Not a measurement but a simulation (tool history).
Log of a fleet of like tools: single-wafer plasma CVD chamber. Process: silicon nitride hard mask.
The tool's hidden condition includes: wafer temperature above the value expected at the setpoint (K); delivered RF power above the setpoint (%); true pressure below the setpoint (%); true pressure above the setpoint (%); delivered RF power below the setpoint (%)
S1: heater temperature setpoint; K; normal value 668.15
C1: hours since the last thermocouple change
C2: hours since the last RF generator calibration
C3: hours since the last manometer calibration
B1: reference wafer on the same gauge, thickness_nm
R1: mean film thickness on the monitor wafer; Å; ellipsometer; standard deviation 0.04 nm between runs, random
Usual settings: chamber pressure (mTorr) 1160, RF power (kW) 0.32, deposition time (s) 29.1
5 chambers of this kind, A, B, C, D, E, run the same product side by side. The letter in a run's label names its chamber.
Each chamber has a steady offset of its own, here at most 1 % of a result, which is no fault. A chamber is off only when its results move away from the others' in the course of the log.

Run 1D, hour 11.9: usual settings; C1 1148.1; C2 815.9; C3 885.2; B1 30.395. Result: R1 321.28 Å.
Run 2B, hour 20.1: usual settings; C1 883; C2 1124.9; C3 816.7; B1 30.387. Result: R1 319.78 Å.
Run 3C, hour 31.2: usual settings; C1 618.5; C2 170.1; C3 561.9; B1 30.387. Result: R1 318.45 Å.
Run 4A, hour 40.6: usual settings; C1 436.3; C2 767.8; C3 1855.2; B1 30.384. Result: R1 318.12 Å.
Run 5E, hour 54.2: usual settings; C1 1714.1; C2 1583.9; C3 557.3; B1 30.38. Result: R1 315.27 Å.
Run 6E, hour 60.9: usual settings; C1 1720.8; C2 1590.6; C3 564; B1 30.362. Result: R1 315.13 Å.
At hour 67.6: chamber A: RF generator calibrated.
Run 7D, hour 68: usual settings; C1 1204.2; C2 872; C3 941.3; B1 30.371. Result: R1 320.38 Å.
Run 8B, hour 81.5: usual settings; C1 944.4; C2 1186.3; C3 878.1; B1 30.361. Result: R1 319.31 Å.
Run 9C, hour 90.8: usual settings but chamber pressure (mTorr) 990; C1 678.1; C2 229.7; C3 621.5; B1 30.365. Result: R1 302.25 Å.
Run 10A, hour 100.7: usual settings but chamber pressure (mTorr) 990; C1 496.4; C2 33.2; C3 1915.3; B1 30.363. Result: R1 300.58 Å.
At hour 102.6: chamber E: RF generator calibrated.
Run 11B, hour 112.4: usual settings but chamber pressure (mTorr) 990; C1 975.3; C2 1217.2; C3 909; B1 30.347. Result: R1 302.38 Å.
Run 12C, hour 119.5: usual settings but chamber pressure (mTorr) 990; C1 706.8; C2 258.4; C3 650.2; B1 30.34. Result: R1 302.17 Å.
Run 13E, hour 132.7: usual settings but chamber pressure (mTorr) 990; C1 1792.6; C2 30.1; C3 635.8; B1 30.341. Result: R1 298.62 Å.
Run 14A, hour 144: usual settings; C1 539.7; C2 76.5; C3 1958.6; B1 30.347. Result: R1 317.88 Å.
Run 15D, hour 156.8: usual settings; C1 1293; C2 960.8; C3 1030.1; B1 30.325. Result: R1 319.46 Å.
Run 16E, hour 170.8: usual settings but RF power (kW) 0.295; C1 1830.7; C2 68.2; C3 673.9; B1 30.317. Result: R1 298.5 Å.
Run 17B, hour 178: usual settings but RF power (kW) 0.295; C1 1040.9; C2 1282.8; C3 974.6; B1 30.32. Result: R1 302.1 Å.
Run 18A, hour 189.4: usual settings but RF power (kW) 0.295; C1 585.1; C2 121.9; C3 2004; B1 30.312. Result: R1 301.04 Å.
Run 19C, hour 199.3: usual settings but RF power (kW) 0.295; C1 786.6; C2 338.2; C3 730; B1 30.308. Result: R1 300.86 Å.
Run 20D, hour 209.8: usual settings but RF power (kW) 0.295; C1 1346; C2 1013.8; C3 1083.1; B1 30.304. Result: R1 302.91 Å.
Run 21D, hour 218.8: usual settings; C1 1355; C2 1022.8; C3 1092.1; B1 30.298. Result: R1 318.48 Å.
Run 22A, hour 226.5: usual settings; C1 622.2; C2 159; C3 2041.1; B1 30.297. Result: R1 318.28 Å.
Run 23E, hour 238.2: usual settings but RF power (kW) 0.285; C1 1898.1; C2 135.6; C3 741.3; B1 30.291. Result: R1 291.57 Å.
Run 24C, hour 247.3: usual settings but RF power (kW) 0.285; C1 834.6; C2 386.2; C3 778; B1 30.282. Result: R1 293.4 Å.
Run 25B, hour 259.7: usual settings but RF power (kW) 0.285; C1 1122.6; C2 1364.5; C3 1056.3; B1 30.279. Result: R1 294.77 Å.
Run 26D, hour 267.2: usual settings but RF power (kW) 0.285; C1 1403.4; C2 1071.2; C3 1140.5; B1 30.28. Result: R1 296.51 Å.
At hour 268.7: chamber D: capacitance manometer re-zeroed and calibrated.
Run 27C, hour 281.5: usual settings but RF power (kW) 0.285; C1 868.8; C2 420.4; C3 812.2; B1 30.28. Result: R1 293.37 Å.
Run 28B, hour 290.6: usual settings; C1 1153.5; C2 1395.4; C3 1087.2; B1 30.262. Result: R1 318.27 Å.
Run 29E, hour 300.4: usual settings; C1 1960.3; C2 197.8; C3 803.5; B1 30.262. Result: R1 314.23 Å.
Run 30A, hour 311.3: usual settings; C1 707; C2 243.8; C3 2125.9; B1 30.257. Result: R1 316.86 Å.
Run 31B, hour 318.5: usual settings; C1 1181.4; C2 1423.3; C3 1115.1; B1 30.251. Result: R1 318.35 Å.
Run 32C, hour 325.9: usual settings; C1 913.2; C2 464.8; C3 856.6; B1 30.254. Result: R1 317.38 Å.
Run 33D, hour 336.9: usual settings; C1 1473.1; C2 1140.9; C3 68.3; B1 30.252. Result: R1 318.46 Å.

For the next run the whole fleet of 5 chambers uses the same settings. Give each chamber's results:
Run 34A, hour 347.4: usual settings but chamber pressure (mTorr) 1000. Result: R1 ?.
Run 34B, hour 347.4: usual settings but chamber pressure (mTorr) 1000. Result: R1 ?.
Run 34C, hour 347.4: usual settings but chamber pressure (mTorr) 1000. Result: R1 ?.
Run 34D, hour 347.4: usual settings but chamber pressure (mTorr) 1000. Result: R1 ?.
Run 34E, hour 347.4: usual settings but chamber pressure (mTorr) 1000. Result: R1 ?.

run      R1
34A  301.82
34B  302.44
34C  301.35
34D   302.7
34E  299.03

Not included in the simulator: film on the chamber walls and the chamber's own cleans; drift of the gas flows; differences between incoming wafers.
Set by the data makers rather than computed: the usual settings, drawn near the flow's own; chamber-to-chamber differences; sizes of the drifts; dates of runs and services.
